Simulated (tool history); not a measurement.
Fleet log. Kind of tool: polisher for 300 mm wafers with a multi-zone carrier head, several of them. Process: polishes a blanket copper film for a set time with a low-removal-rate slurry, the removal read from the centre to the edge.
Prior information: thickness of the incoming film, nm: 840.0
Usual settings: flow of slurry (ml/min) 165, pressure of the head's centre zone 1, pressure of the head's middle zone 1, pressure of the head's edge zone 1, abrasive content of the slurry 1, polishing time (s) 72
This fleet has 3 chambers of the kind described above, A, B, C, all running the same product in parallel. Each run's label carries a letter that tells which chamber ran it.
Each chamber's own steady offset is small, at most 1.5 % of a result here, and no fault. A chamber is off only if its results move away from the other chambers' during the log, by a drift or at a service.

run,hour,flow of slurry (ml/min),pressure of the head's centre zone,pressure of the head's middle zone,pressure of the head's edge zone,abrasive content of the slurry,polishing time (s),wafers polished on this pad,hours since the slurry nozzle was cleaned,hours since the centre zone pressure was calibrated,hours since the edge zone pressure was calibrated,film removed at the wafer's centre (Å),film removed at mid-radius (Å),film removed at the wafer's edge (Å)
1B,8.2,165,1,1,1,1,72,276,268.4,1081.3,473,2498.4,2496.3,2550.5
2C,18,165,1,1,1,1,72,919,757,219.8,700.8,2456,2483.2,2497.1
# hour 22.7: chamber A: worn pad replaced by a new one
3A,26.6,165,1,1,1,1,72,48,346.9,298.4,188.1,2481.6,2465,2497.7
4A,31.6,165,1,1,1,1,72,109,351.9,303.4,193.1,2493.4,2490.1,2545.8
# hour 33.3: chamber C: worn pad replaced by a new one
5C,36.9,165,1,1,1,1,72,44,775.9,238.7,719.7,2497.3,2492,2473.5
6B,43.6,165,1,1,1,1,72,706,303.8,1116.7,508.4,2497.6,2521.3,2520.4
# hour 47.5: chamber C: slurry nozzle cleaned
7B,48.8,165,1,1,1,1,72,769,309,1121.9,513.6,2451.4,2503.6,2553.2
8A,54.4,165,1,1,1,1,72,386,374.7,326.2,215.9,2462.7,2489.9,2497.3
# hour 62.7: chamber B: worn pad replaced by a new one
9C,62.9,165,1,1,1,1,72,360,15.5,264.7,745.7,2448.2,2459.2,2519.8
# hour 68.7: chamber A: worn pad replaced by a new one
10C,68.9,165,1,1,1,1,72,433,21.5,270.7,751.7,2492.8,2468.3,2437.5
11B,77,165,1,1,1,1,72,174,337.2,1150.1,541.8,2485.5,2505.4,2599.2
12A,86.1,165,1,0.94,1.07,1,72,212,406.4,357.9,247.6,2401.9,2320.1,2645.5
13C,95.5,165,1,0.94,1.07,1,72,756,48.1,297.3,778.3,2502.5,2307.5,2611.1
14B,101.7,165,1,0.94,1.07,1,72,474,361.9,1174.8,566.5,2458.2,2384.8,2609.8
15A,107.5,165,1,1,1,1,72,472,427.8,379.3,269,2365.4,2506.1,2482.9
16B,111.9,165,1,1,1,1,72,598,372.1,1185,576.7,2487.1,2566.8,2412.6
# hour 114.9: chamber C: worn pad replaced by a new one
# hour 116.8: chamber A: worn pad replaced by a new one
17A,121.3,165,1,1,1,1,72,55,441.6,393.1,282.8,2284.3,2495,2467.2
# hour 122.7: chamber B: centre zone pressure recalibrated
18C,127.8,165,1,1,1,0.75,72,156,80.4,329.6,810.6,2331,2309.4,2360.2
# hour 132.9: chamber A: slurry nozzle cleaned
# hour 133.2: chamber B: worn pad replaced by a new one
19B,133.4,165,1,1,1,0.75,72,2,393.6,10.7,598.2,2309.4,2311.7,2341.6
20A,138.2,165,1,1,1,0.75,72,260,5.3,410,299.7,2198.1,2362.5,2293.9
21C,147,165,1,1,1,1,72,390,99.6,348.8,829.8,2555.3,2491.5,2451
22C,155.5,165,1,1,1,1,72,493,108.1,357.3,838.3,2492.1,2445.9,2536.3
# hour 159.2: chamber A: worn pad replaced by a new one
23B,163.2,165,1,1,1,1,72,364,423.4,40.5,628,2483.6,2464.6,2552.8
24A,172.7,165,1,1,1,1,72,165,39.8,444.5,334.2,2213.5,2463.8,2561.2
25B,180,165,1,1,1,1,72,568,440.2,57.3,644.8,2448.4,2478.3,2498.9
26C,186.7,165,1,1,1,1,72,872,139.3,388.5,869.5,2483,2469,2471.2

Which is it: a chamber that has drifted or been left off by a service, a gauge drift common to all chambers, or only each chamber's usual small offset? If a chamber is off, name it and its likeliest cause.

Chamber A drifts away from the others.
Most likely cause: centre zone's pressure below its setpoint, % = 11.9.

Here are 4 candidates for chamber A's next run, each the usual settings with a change, their results left as question marks. Which one brings its results back in line with what the others give on the usual settings?
A result is in line if it is within this distance of the other chambers' mean on the usual settings: film removed at the wafer's centre (Å) 93; film removed at mid-radius (Å) 95; film removed at the wafer's edge (Å) 120
27A-1,193.8,160,0.95,1.01,1.02,1,72,,,,,?,?,?
27A-2,193.8,155,0.9,1.01,1.04,1,71,,,,,?,?,?
27A-3,193.8,170,1.05,0.99,0.98,1,72,,,,,?,?,?
27A-4,193.8,175,1.1,0.99,0.96,1,73,,,,,?,?,?

Average result of the remaining chambers running the usual settings: film removed at the wafer's centre (Å) 2481.7; film removed at mid-radius (Å) 2488.3; film removed at the wafer's edge (Å) 2500.8
run,film removed at the wafer's centre (Å),film removed at mid-radius (Å),film removed at the wafer's edge (Å)
27A-1,2026.5,2488.3,2532.1
27A-2,1868.5,2440.2,2512.8
27A-3,2291.8,2467,2498.5
27A-4,2459.4,2512.7,2514.7
The right change is 27A-4: it brings the chamber back within the allowed miss of the others.

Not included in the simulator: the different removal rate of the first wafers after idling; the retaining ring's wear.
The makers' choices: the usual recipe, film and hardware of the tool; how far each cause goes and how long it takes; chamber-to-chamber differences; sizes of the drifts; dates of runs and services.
